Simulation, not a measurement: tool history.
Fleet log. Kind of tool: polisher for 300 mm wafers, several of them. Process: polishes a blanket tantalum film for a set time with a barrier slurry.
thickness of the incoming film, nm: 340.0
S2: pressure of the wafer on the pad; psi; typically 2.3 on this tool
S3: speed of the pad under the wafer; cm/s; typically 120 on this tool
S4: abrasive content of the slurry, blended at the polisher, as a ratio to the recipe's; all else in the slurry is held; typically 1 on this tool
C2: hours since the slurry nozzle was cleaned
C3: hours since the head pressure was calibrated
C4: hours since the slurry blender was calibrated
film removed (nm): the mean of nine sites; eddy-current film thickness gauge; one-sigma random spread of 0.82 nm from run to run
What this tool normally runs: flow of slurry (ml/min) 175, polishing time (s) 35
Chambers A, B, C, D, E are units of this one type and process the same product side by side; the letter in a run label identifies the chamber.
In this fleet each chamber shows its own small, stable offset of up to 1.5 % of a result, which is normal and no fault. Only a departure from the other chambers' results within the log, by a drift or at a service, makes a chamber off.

Run 1C, hour 5.0: usual settings; wafers polished on this pad 1203; C2 138.4; C3 625.8; C4 237.6. Result: film removed (nm) 74.229.
At hour 6.8: chamber C: worn pad replaced by a new one.
At hour 7.8: chamber A: worn pad replaced by a new one.
Run 2E, hour 10.8: usual settings; wafers polished on this pad 899; C2 86.8; C3 400.7; C4 262.1. Result: film removed (nm) 75.296.
At hour 16.1: chamber C: slurry blender recalibrated.
Run 3D, hour 18.2: usual settings; wafers polished on this pad 861; C2 756.8; C3 462.2; C4 150.1. Result: film removed (nm) 74.669.
Run 4A, hour 26.2: usual settings; wafers polished on this pad 188; C2 604.4; C3 305.9; C4 128.8. Result: film removed (nm) 74.421.
Run 5B, hour 32.5: usual settings; wafers polished on this pad 1266; C2 294.8; C3 745.6; C4 81.6. Result: film removed (nm) 73.274.
Run 6D, hour 37.1: usual settings; wafers polished on this pad 1054; C2 775.7; C3 481.1; C4 169.0. Result: film removed (nm) 74.437.
At hour 38.0: chamber D: worn pad replaced by a new one.
At hour 40.0: chamber D: slurry nozzle cleaned.
Run 7A, hour 41.0: usual settings; wafers polished on this pad 339; C2 619.2; C3 320.7; C4 143.6. Result: film removed (nm) 76.318.
Run 8C, hour 45.7: usual settings; wafers polished on this pad 398; C2 179.1; C3 666.5; C4 29.6. Result: film removed (nm) 74.329.
At hour 46.7: chamber B: worn pad replaced by a new one.
Run 9E, hour 52.4: usual settings; wafers polished on this pad 1324; C2 128.4; C3 442.3; C4 303.7. Result: film removed (nm) 76.452.
Run 10B, hour 57.8: usual settings; wafers polished on this pad 113; C2 320.1; C3 770.9; C4 106.9. Result: film removed (nm) 71.915.
At hour 60.3: chamber D: slurry blender recalibrated.
Run 11E, hour 64.2: usual settings; wafers polished on this pad 1444; C2 140.2; C3 454.1; C4 315.5. Result: film removed (nm) 75.518.
At hour 64.9: chamber E: worn pad replaced by a new one.
Run 12B, hour 72.0: usual settings; wafers polished on this pad 258; C2 334.3; C3 785.1; C4 121.1. Result: film removed (nm) 74.750.
Run 13D, hour 79.0: usual settings; wafers polished on this pad 419; C2 39.1; C3 523.0; C4 18.8. Result: film removed (nm) 74.800.
Run 14C, hour 84.5: usual settings; wafers polished on this pad 794; C2 217.9; C3 705.3; C4 68.4. Result: film removed (nm) 74.725.
Run 15A, hour 92.1: usual settings; wafers polished on this pad 861; C2 670.3; C3 371.8; C4 194.7. Result: film removed (nm) 75.447.
Run 16B, hour 98.0: usual settings; wafers polished on this pad 524; C2 360.3; C3 811.1; C4 147.1. Result: film removed (nm) 73.618.
Run 17D, hour 103.4: usual settings; wafers polished on this pad 668; C2 63.5; C3 547.4; C4 43.2. Result: film removed (nm) 75.646.
Run 18E, hour 110.3: usual settings; wafers polished on this pad 464; C2 186.3; C3 500.2; C4 361.6. Result: film removed (nm) 75.735.
Run 19A, hour 117.6: usual settings; wafers polished on this pad 1122; C2 695.8; C3 397.3; C4 220.2. Result: film removed (nm) 72.496.
Run 20C, hour 125.6: usual settings; wafers polished on this pad 1214; C2 259.0; C3 746.4; C4 109.5. Result: film removed (nm) 74.624.
At hour 129.2: chamber A: worn pad replaced by a new one.
Run 21A, hour 133.2: usual settings; wafers polished on this pad 41; C2 711.4; C3 412.9; C4 235.8. Result: film removed (nm) 74.310.
Run 22D, hour 138.9: usual settings; wafers polished on this pad 1030; C2 99.0; C3 582.9; C4 78.7. Result: film removed (nm) 74.989.
At hour 139.5: chamber A: slurry blender recalibrated.
At hour 141.7: chamber C: worn pad replaced by a new one.
Run 23B, hour 142.6: usual settings; wafers polished on this pad 979; C2 404.9; C3 855.7; C4 191.7. Result: film removed (nm) 74.550.
At hour 150.4: chamber D: worn pad replaced by a new one.
Run 24C, hour 150.5: usual settings but S3 134 cm/s, polishing time (s) 30; wafers polished on this pad 90; C2 283.9; C3 771.3; C4 134.4. Result: film removed (nm) 72.052.
Run 25E, hour 155.8: usual settings but S3 134 cm/s, polishing time (s) 30; wafers polished on this pad 928; C2 231.8; C3 545.7; C4 407.1. Result: film removed (nm) 71.903.
Run 26C, hour 163.8: usual settings but S3 134 cm/s, polishing time (s) 30; wafers polished on this pad 226; C2 297.2; C3 784.6; C4 147.7. Result: film removed (nm) 72.827.
At hour 167.4: chamber E: head pressure recalibrated.
Run 27A, hour 170.7: usual settings but S3 134 cm/s, polishing time (s) 30; wafers polished on this pad 424; C2 748.9; C3 450.4; C4 31.2. Result: film removed (nm) 72.050.
Run 28D, hour 177.4: usual settings but S3 134 cm/s, polishing time (s) 30; wafers polished on this pad 276; C2 137.5; C3 621.4; C4 117.2. Result: film removed (nm) 71.555.
Run 29E, hour 184.2: usual settings; wafers polished on this pad 1218; C2 260.2; C3 16.8; C4 435.5. Result: film removed (nm) 76.945.
Run 30B, hour 187.8: usual settings; wafers polished on this pad 1441; C2 450.1; C3 900.9; C4 236.9. Result: film removed (nm) 73.012.
At hour 190.3: chamber E: worn pad replaced by a new one.
At hour 191.0: chamber E: slurry blender recalibrated.
At hour 192.4: chamber B: worn pad replaced by a new one.
Run 31B, hour 193.6: usual settings; wafers polished on this pad 12; C2 455.9; C3 906.7; C4 242.7. Result: film removed (nm) 73.127.
Run 32C, hour 199.5: usual settings; wafers polished on this pad 590; C2 332.9; C3 820.3; C4 183.4. Result: film removed (nm) 74.254.
Run 33A, hour 203.5: usual settings; wafers polished on this pad 759; C2 781.7; C3 483.2; C4 64.0. Result: film removed (nm) 74.816.
At hour 209.7: chamber C: slurry blender recalibrated.
Run 34D, hour 210.1: usual settings; wafers polished on this pad 610; C2 170.2; C3 654.1; C4 149.9. Result: film removed (nm) 73.980.
Run 35E, hour 217.4: usual settings; wafers polished on this pad 277; C2 293.4; C3 50.0; C4 26.4. Result: film removed (nm) 74.963.
Run 36C, hour 222.0: usual settings; wafers polished on this pad 820; C2 355.4; C3 842.8; C4 12.4. Result: film removed (nm) 73.494.

Does one chamber stand apart from the rest, does the shared gauge drift, or is all well apart from small per-chamber offsets? Give the chamber and the most likely cause, where there is one.

No chamber stands off beyond its own small offset, and the gauge holds steady.
